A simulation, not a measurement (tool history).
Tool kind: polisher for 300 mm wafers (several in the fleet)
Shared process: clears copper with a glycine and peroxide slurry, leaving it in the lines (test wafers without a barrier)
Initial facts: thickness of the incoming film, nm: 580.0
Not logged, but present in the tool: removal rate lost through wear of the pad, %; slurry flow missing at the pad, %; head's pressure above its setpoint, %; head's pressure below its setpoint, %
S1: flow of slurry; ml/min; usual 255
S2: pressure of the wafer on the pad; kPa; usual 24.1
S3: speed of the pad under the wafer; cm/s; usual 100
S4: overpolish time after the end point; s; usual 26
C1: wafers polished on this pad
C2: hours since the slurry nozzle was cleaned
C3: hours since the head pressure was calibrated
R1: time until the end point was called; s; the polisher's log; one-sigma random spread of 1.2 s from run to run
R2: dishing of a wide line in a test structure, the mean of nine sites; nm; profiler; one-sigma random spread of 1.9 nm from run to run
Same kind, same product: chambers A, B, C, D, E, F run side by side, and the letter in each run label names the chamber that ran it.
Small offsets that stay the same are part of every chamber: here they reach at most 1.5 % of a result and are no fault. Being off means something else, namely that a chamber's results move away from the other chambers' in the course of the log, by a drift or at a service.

{"run": "1C", "day": 0.242, "S1": 255, "S2": 24.1, "S3": 100, "S4": 26, "C1": 388, "C2": 261.1, "C3": 404, "R1": 93.95, "R2": 88.419}
{"run": "2B", "day": 0.658, "S1": 255, "S2": 24.1, "S3": 100, "S4": 26, "C1": 646, "C2": 90.9, "C3": 993.2, "R1": 96.934, "R2": 89.697}
{"day": 0.688, "done": "chamber F: worn pad replaced by a new one"}
{"day": 0.804, "done": "chamber E: worn pad replaced by a new one"}
{"run": "3E", "day": 0.958, "S1": 255, "S2": 24.1, "S3": 100, "S4": 26, "C1": 42, "C2": 203.3, "C3": 398.3, "R1": 94.304, "R2": 87.962}
{"day": 1.304, "done": "chamber C: worn pad replaced by a new one"}
{"run": "4D", "day": 1.325, "S1": 255, "S2": 24.1, "S3": 100, "S4": 26, "C1": 952, "C2": 131.3, "C3": 749.9, "R1": 95.65, "R2": 89.861}
{"day": 1.429, "done": "chamber D: worn pad replaced by a new one"}
{"run": "5A", "day": 1.567, "S1": 255, "S2": 24.1, "S3": 100, "S4": 26, "C1": 938, "C2": 177.8, "C3": 79.7, "R1": 97.681, "R2": 91.859}
{"day": 1.883, "done": "chamber B: worn pad replaced by a new one"}
{"run": "6F", "day": 1.996, "S1": 255, "S2": 24.1, "S3": 100, "S4": 26, "C1": 360, "C2": 244.1, "C3": 53.9, "R1": 96.007, "R2": 94.225}
{"run": "7E", "day": 2.35, "S1": 255, "S2": 24.1, "S3": 100, "S4": 26, "C1": 424, "C2": 236.7, "C3": 431.7, "R1": 95.386, "R2": 90.732}
{"run": "8B", "day": 2.721, "S1": 255, "S2": 24.1, "S3": 100, "S4": 26, "C1": 230, "C2": 140.4, "C3": 1042.7, "R1": 96.805, "R2": 90.699}
{"run": "9D", "day": 2.917, "S1": 340, "S2": 24.1, "S3": 86, "S4": 26, "C1": 408, "C2": 169.5, "C3": 788.1, "R1": 106.38, "R2": 82.912}
{"run": "10F", "day": 3.296, "S1": 340, "S2": 24.1, "S3": 86, "S4": 26, "C1": 717, "C2": 275.3, "C3": 85.1, "R1": 106.2, "R2": 81.901}
{"run": "11A", "day": 3.671, "S1": 340, "S2": 24.1, "S3": 86, "S4": 26, "C1": 1516, "C2": 228.3, "C3": 130.2, "R1": 105.68, "R2": 81.287}
{"run": "12C", "day": 3.9, "S1": 340, "S2": 24.1, "S3": 86, "S4": 26, "C1": 713, "C2": 348.9, "C3": 491.8, "R1": 104.37, "R2": 82.156}
{"day": 4.1, "done": "chamber C: worn pad replaced by a new one"}
{"run": "13C", "day": 4.117, "S1": 340, "S2": 24.1, "S3": 86, "S4": 26, "C1": 5, "C2": 354.1, "C3": 497, "R1": 105.54, "R2": 82.306}
{"day": 4.171, "done": "chamber F: worn pad replaced by a new one"}
{"run": "14A", "day": 4.533, "S1": 340, "S2": 24.1, "S3": 86, "S4": 26, "C1": 1752, "C2": 249, "C3": 150.9, "R1": 106.24, "R2": 83.094}
{"day": 4.554, "done": "chamber E: worn pad replaced by a new one"}
{"run": "15D", "day": 4.912, "S1": 255, "S2": 24.1, "S3": 100, "S4": 26, "C1": 956, "C2": 217.4, "C3": 836, "R1": 96.217, "R2": 89.163}
{"day": 4.992, "done": "chamber B: worn pad replaced by a new one"}
{"run": "16E", "day": 5.279, "S1": 255, "S2": 24.1, "S3": 100, "S4": 26, "C1": 200, "C2": 307, "C3": 502, "R1": 94.826, "R2": 88.051}
{"day": 5.446, "done": "chamber F: slurry nozzle cleaned"}
{"day": 5.467, "done": "chamber D: worn pad replaced by a new one"}
{"run": "17F", "day": 5.692, "S1": 255, "S2": 24.1, "S3": 100, "S4": 35, "C1": 417, "C2": 6, "C3": 142.6, "R1": 96.846, "R2": 110.83}
{"run": "18B", "day": 6.008, "S1": 255, "S2": 24.1, "S3": 100, "S4": 35, "C1": 280, "C2": 219.3, "C3": 1121.6, "R1": 95.013, "R2": 107.74}
{"run": "19F", "day": 6.412, "S1": 255, "S2": 24.1, "S3": 100, "S4": 35, "C1": 615, "C2": 23.3, "C3": 159.9, "R1": 96.412, "R2": 107.11}
{"run": "20E", "day": 6.817, "S1": 255, "S2": 24.1, "S3": 100, "S4": 35, "C1": 622, "C2": 343.9, "C3": 538.9, "R1": 95.959, "R2": 109.52}
{"day": 6.938, "done": "chamber E: slurry nozzle cleaned"}
{"run": "21A", "day": 7.008, "S1": 255, "S2": 24.1, "S3": 100, "S4": 35, "C1": 2432, "C2": 308.4, "C3": 210.3, "R1": 94.479, "R2": 110.99}
{"day": 7.121, "done": "chamber C: worn pad replaced by a new one"}
{"run": "22B", "day": 7.362, "S1": 255, "S2": 24.1, "S3": 100, "S4": 35, "C1": 651, "C2": 251.8, "C3": 1154.1, "R1": 96.338, "R2": 109.49}
{"run": "23C", "day": 7.625, "S1": 255, "S2": 24.1, "S3": 100, "S4": 26, "C1": 139, "C2": 438.3, "C3": 581.2, "R1": 94.292, "R2": 92.973}
{"day": 7.725, "done": "chamber F: worn pad replaced by a new one"}
{"run": "24D", "day": 7.992, "S1": 255, "S2": 24.1, "S3": 100, "S4": 26, "C1": 693, "C2": 291.3, "C3": 909.9, "R1": 96.106, "R2": 89.763}
{"day": 8.321, "done": "chamber B: worn pad replaced by a new one"}
{"run": "25E", "day": 8.367, "S1": 255, "S2": 24.1, "S3": 100, "S4": 26, "C1": 1047, "C2": 34.3, "C3": 576.1, "R1": 94.105, "R2": 90.104}
{"day": 8.575, "done": "chamber E: worn pad replaced by a new one"}
{"day": 8.725, "done": "chamber D: worn pad replaced by a new one"}
{"run": "26D", "day": 8.754, "S1": 255, "S2": 24.1, "S3": 100, "S4": 26, "C1": 9, "C2": 309.6, "C3": 928.2, "R1": 97.944, "R2": 87.569}
{"run": "27C", "day": 9.038, "S1": 255, "S2": 24.1, "S3": 100, "S4": 26, "C1": 527, "C2": 472.2, "C3": 615.1, "R1": 96.7, "R2": 87.201}
{"run": "28B", "day": 9.246, "S1": 255, "S2": 24.1, "S3": 100, "S4": 26, "C1": 254, "C2": 297, "C3": 1199.3, "R1": 97.12, "R2": 90.041}
{"run": "29F", "day": 9.671, "S1": 255, "S2": 24.1, "S3": 100, "S4": 26, "C1": 535, "C2": 101.5, "C3": 238.1, "R1": 95.239, "R2": 89.151}
{"day": 9.917, "done": "chamber C: worn pad replaced by a new one"}
{"run": "30A", "day": 9.95, "S1": 255, "S2": 24.1, "S3": 100, "S4": 26, "C1": 3239, "C2": 379, "C3": 280.9, "R1": 100.43, "R2": 85.761}
{"run": "31B", "day": 10.358, "S1": 255, "S2": 24.1, "S3": 100, "S4": 26, "C1": 560, "C2": 323.7, "C3": 1226, "R1": 97.739, "R2": 90.549}
{"day": 10.554, "done": "chamber D: slurry nozzle cleaned"}
{"day": 10.667, "done": "chamber C: slurry nozzle cleaned"}
{"run": "32E", "day": 10.775, "S1": 255, "S2": 24.1, "S3": 100, "S4": 26, "C1": 604, "C2": 92.1, "C3": 633.9, "R1": 97.31, "R2": 89.882}
{"run": "33C", "day": 11.083, "S1": 255, "S2": 24.1, "S3": 100, "S4": 26, "C1": 320, "C2": 10, "C3": 664.2, "R1": 94.195, "R2": 87.598}
{"day": 11.092, "done": "chamber F: worn pad replaced by a new one"}
{"day": 11.254, "done": "chamber B: worn pad replaced by a new one"}
{"run": "34A", "day": 11.446, "S1": 255, "S2": 24.1, "S3": 84, "S4": 26, "C1": 3650, "C2": 414.9, "C3": 316.8, "R1": 118.6, "R2": 75.893}
{"run": "35F", "day": 11.717, "S1": 255, "S2": 24.1, "S3": 84, "S4": 26, "C1": 172, "C2": 150.6, "C3": 287.2, "R1": 110.27, "R2": 80.65}
{"run": "36D", "day": 11.992, "S1": 255, "S2": 24.1, "S3": 84, "S4": 26, "C1": 897, "C2": 34.6, "C3": 1005.9, "R1": 110.93, "R2": 76.729}
{"day": 12.146, "done": "chamber E: worn pad replaced by a new one"}
{"run": "37D", "day": 12.258, "S1": 255, "S2": 24.1, "S3": 84, "S4": 26, "C1": 971, "C2": 41, "C3": 1012.3, "R1": 110.44, "R2": 79.5}
{"day": 12.338, "done": "chamber A: head pressure recalibrated"}
{"run": "38E", "day": 12.517, "S1": 255, "S2": 24.1, "S3": 84, "S4": 26, "C1": 102, "C2": 133.9, "C3": 675.7, "R1": 109.11, "R2": 81.672}
{"day": 12.562, "done": "chamber C: worn pad replaced by a new one"}
{"run": "39B", "day": 12.867, "S1": 255, "S2": 24.1, "S3": 84, "S4": 26, "C1": 443, "C2": 383.9, "C3": 1286.2, "R1": 112.73, "R2": 82.206}
{"run": "40F", "day": 13.058, "S1": 255, "S2": 24.1, "S3": 100, "S4": 26, "C1": 540, "C2": 182.8, "C3": 319.4, "R1": 94.765, "R2": 88.008}
{"run": "41A", "day": 13.429, "S1": 255, "S2": 24.1, "S3": 100, "S4": 26, "C1": 4194, "C2": 462.5, "C3": 26.3, "R1": 106.15, "R2": 83.175}
{"run": "42C", "day": 13.712, "S1": 255, "S2": 24.1, "S3": 100, "S4": 26, "C1": 316, "C2": 73.1, "C3": 727.3, "R1": 97.558, "R2": 88.061}
{"run": "43A", "day": 13.925, "S1": 255, "S2": 24.1, "S3": 100, "S4": 26, "C1": 4331, "C2": 474.4, "C3": 38.2, "R1": 107.23, "R2": 80.6}

Each of the 6 chambers runs these same settings next. Fill in every chamber's results:
{"run": "44A", "day": 14.229, "S1": 255, "S2": 24.1, "S3": 100, "S4": 26, "R1": "?", "R2": "?"}
{"run": "44B", "day": 14.229, "S1": 255, "S2": 24.1, "S3": 100, "S4": 26, "R1": "?", "R2": "?"}
{"run": "44C", "day": 14.229, "S1": 255, "S2": 24.1, "S3": 100, "S4": 26, "R1": "?", "R2": "?"}
{"run": "44D", "day": 14.229, "S1": 255, "S2": 24.1, "S3": 100, "S4": 26, "R1": "?", "R2": "?"}
{"run": "44E", "day": 14.229, "S1": 255, "S2": 24.1, "S3": 100, "S4": 26, "R1": "?", "R2": "?"}
{"run": "44F", "day": 14.229, "S1": 255, "S2": 24.1, "S3": 100, "S4": 26, "R1": "?", "R2": "?"}

run=44A R1=110.2 R2=79.755
run=44B R1=98.192 R2=89.352
run=44C R1=94.678 R2=90.273
run=44D R1=96.524 R2=87.738
run=44E R1=95.004 R2=91.262
run=44F R1=95.527 R2=91.263

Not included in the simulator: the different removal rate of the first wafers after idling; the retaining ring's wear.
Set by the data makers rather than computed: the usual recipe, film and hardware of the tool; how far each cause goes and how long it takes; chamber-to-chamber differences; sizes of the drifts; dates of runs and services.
